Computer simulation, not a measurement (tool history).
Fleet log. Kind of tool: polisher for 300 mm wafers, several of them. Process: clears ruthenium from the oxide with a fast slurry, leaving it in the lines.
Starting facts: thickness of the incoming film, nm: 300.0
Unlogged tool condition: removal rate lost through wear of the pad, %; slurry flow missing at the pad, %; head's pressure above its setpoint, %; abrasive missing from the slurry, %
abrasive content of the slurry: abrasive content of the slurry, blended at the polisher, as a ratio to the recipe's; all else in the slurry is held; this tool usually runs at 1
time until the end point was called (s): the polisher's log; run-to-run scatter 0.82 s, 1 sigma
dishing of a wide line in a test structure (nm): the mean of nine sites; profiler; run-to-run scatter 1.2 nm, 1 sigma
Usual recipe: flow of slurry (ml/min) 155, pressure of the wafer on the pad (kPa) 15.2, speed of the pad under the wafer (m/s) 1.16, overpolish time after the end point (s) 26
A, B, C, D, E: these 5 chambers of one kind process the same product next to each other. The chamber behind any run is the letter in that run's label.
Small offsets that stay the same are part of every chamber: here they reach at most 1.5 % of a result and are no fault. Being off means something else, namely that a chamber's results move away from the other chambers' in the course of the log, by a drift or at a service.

run	hour	flow of slurry (ml/min)	pressure of the wafer on the pad (kPa)	speed of the pad under the wafer (m/s)	abrasive content of the slurry	overpolish time after the end point (s)	wafers polished on this pad	hours since the slurry nozzle was cleaned	hours since the head pressure was calibrated	hours since the slurry blender was calibrated	time until the end point was called (s)	dishing of a wide line in a test structure (nm)
# hour 6.6: chamber E: worn pad replaced by a new one
1A	7.2	155	15.2	1.16	1	26	305	244.4	357.6	27.3	76.639	64.391
# hour 14.5: chamber C: head pressure recalibrated
# hour 14.9: chamber C: slurry nozzle cleaned
2B	15.3	155	15.2	1.16	1	26	599	170.3	127.2	207.1	73.954	65.991
3D	21.2	155	15.2	1.16	1	26	271	153.7	293.8	232.9	75.056	64.763
4C	27.3	155	15.2	1.16	1	26	655	12.5	12.9	33.2	74.876	68.756
5E	34	155	15.2	1.16	1	26	290	260.5	76.2	313	73.025	67.05
# hour 36.7: chamber C: worn pad replaced by a new one
# hour 38.4: chamber D: head pressure recalibrated
6B	39.8	155	15.2	1.16	1	26	857	194.8	151.7	231.6	74.821	64.626
7E	46.5	155	15.2	1.16	1	26	421	273	88.7	325.5	74.53	66.291
# hour 47.1: chamber B: worn pad replaced by a new one
8A	51.4	155	15.2	1.16	1	26	771	288.6	401.8	71.5	73.856	67.205
9C	56.7	155	15.2	1.16	1	26	211	41.9	42.3	62.6	74.598	68.925
# hour 56.8: chamber D: worn pad replaced by a new one
# hour 57.1: chamber A: worn pad replaced by a new one
10D	64.1	155	15.2	1.16	1	26	77	196.6	25.7	275.8	74.353	67.346
11E	70	155	15.2	1.16	1	26	669	296.5	112.2	349	73.775	66.803
12A	74.5	155	15.2	1.16	1	26	183	311.7	424.9	94.6	75.662	66.907
# hour 81.8: chamber A: head pressure recalibrated
13C	82.7	155	15.2	1.16	1	26	486	67.9	68.3	88.6	74.4	69.029
# hour 83.8: chamber D: slurry nozzle cleaned
14B	89.2	155	15.2	1.16	1.15	26	445	244.2	201.1	281	70.067	68.966
15D	96.8	155	15.2	1.16	1.15	26	422	13.1	58.4	308.5	69.491	69.258
# hour 99.4: chamber C: worn pad replaced by a new one
16C	105	155	15.2	1.16	1.15	26	59	90.2	90.6	110.9	70.074	70.361
# hour 108.6: chamber D: worn pad replaced by a new one
17B	109.3	155	15.2	1.16	1.15	26	657	264.3	221.2	301.1	70.372	69.635
18D	113.5	155	15.2	1.16	1.15	26	52	29.8	75.1	325.2	71.19	68.609
19E	117.9	155	15.2	1.16	1	18	1175	344.4	160.1	396.9	73.438	52.319
# hour 120.3: chamber E: worn pad replaced by a new one
20A	125.5	155	15.2	1.16	1	18	721	362.7	43.8	145.6	66.654	56.384
21D	130.6	155	15.2	1.16	1	18	232	46.9	92.2	342.3	74.456	51.663
# hour 135: chamber B: worn pad replaced by a new one
# hour 135.8: chamber A: worn pad replaced by a new one
22C	138.1	155	15.2	1.16	1	18	408	123.3	123.7	144	74.392	51.574
23B	142.8	155	15.2	1.16	1	18	83	297.8	254.7	334.6	73.94	51.535
24A	150.6	155	15.2	1.16	1	26	156	387.8	68.9	170.7	67.269	71.099
25E	157	155	15.2	1.16	1	26	388	383.5	199.2	436	73.878	66.433
# hour 161: chamber D: worn pad replaced by a new one
# hour 161.9: chamber C: worn pad replaced by a new one
26C	163.2	155	17.9	1.16	1	18	14	148.4	148.8	169.1	63.668	58.569
# hour 163.7: chamber B: slurry blender recalibrated
27E	167.1	155	17.9	1.16	1	18	494	393.6	209.3	446.1	63.234	59.094
28D	175.2	155	17.9	1.16	1	18	150	91.5	136.8	386.9	63.059	58.165
29A	179.4	155	17.9	1.16	1	18	460	416.6	97.7	199.5	56.796	61.213
30B	184.8	155	17.9	1.16	1	18	526	339.8	296.7	21.2	61.935	57.799
31B	189.2	155	15.2	1.16	1	26	572	344.2	301.1	25.6	73.971	65.548
# hour 189.5: chamber C: slurry blender recalibrated
32C	196.2	155	15.2	1.16	1	26	362	181.4	181.8	6.7	74.548	66.961

Next, all 5 chambers run the settings below, one line each with question marks for the results. What does each chamber give?
33A	202.3	155	15.2	1.16	1	26					?	?
33B	202.3	155	15.2	1.16	1	26					?	?
33C	202.3	155	15.2	1.16	1	26					?	?
33D	202.3	155	15.2	1.16	1	26					?	?
33E	202.3	155	15.2	1.16	1	26					?	?

run	time until the end point was called (s)	dishing of a wide line in a test structure (nm)
33A	67.248	73.718
33B	74.542	67.181
33C	74.476	67.677
33D	73.354	66.572
33E	74.361	65.127
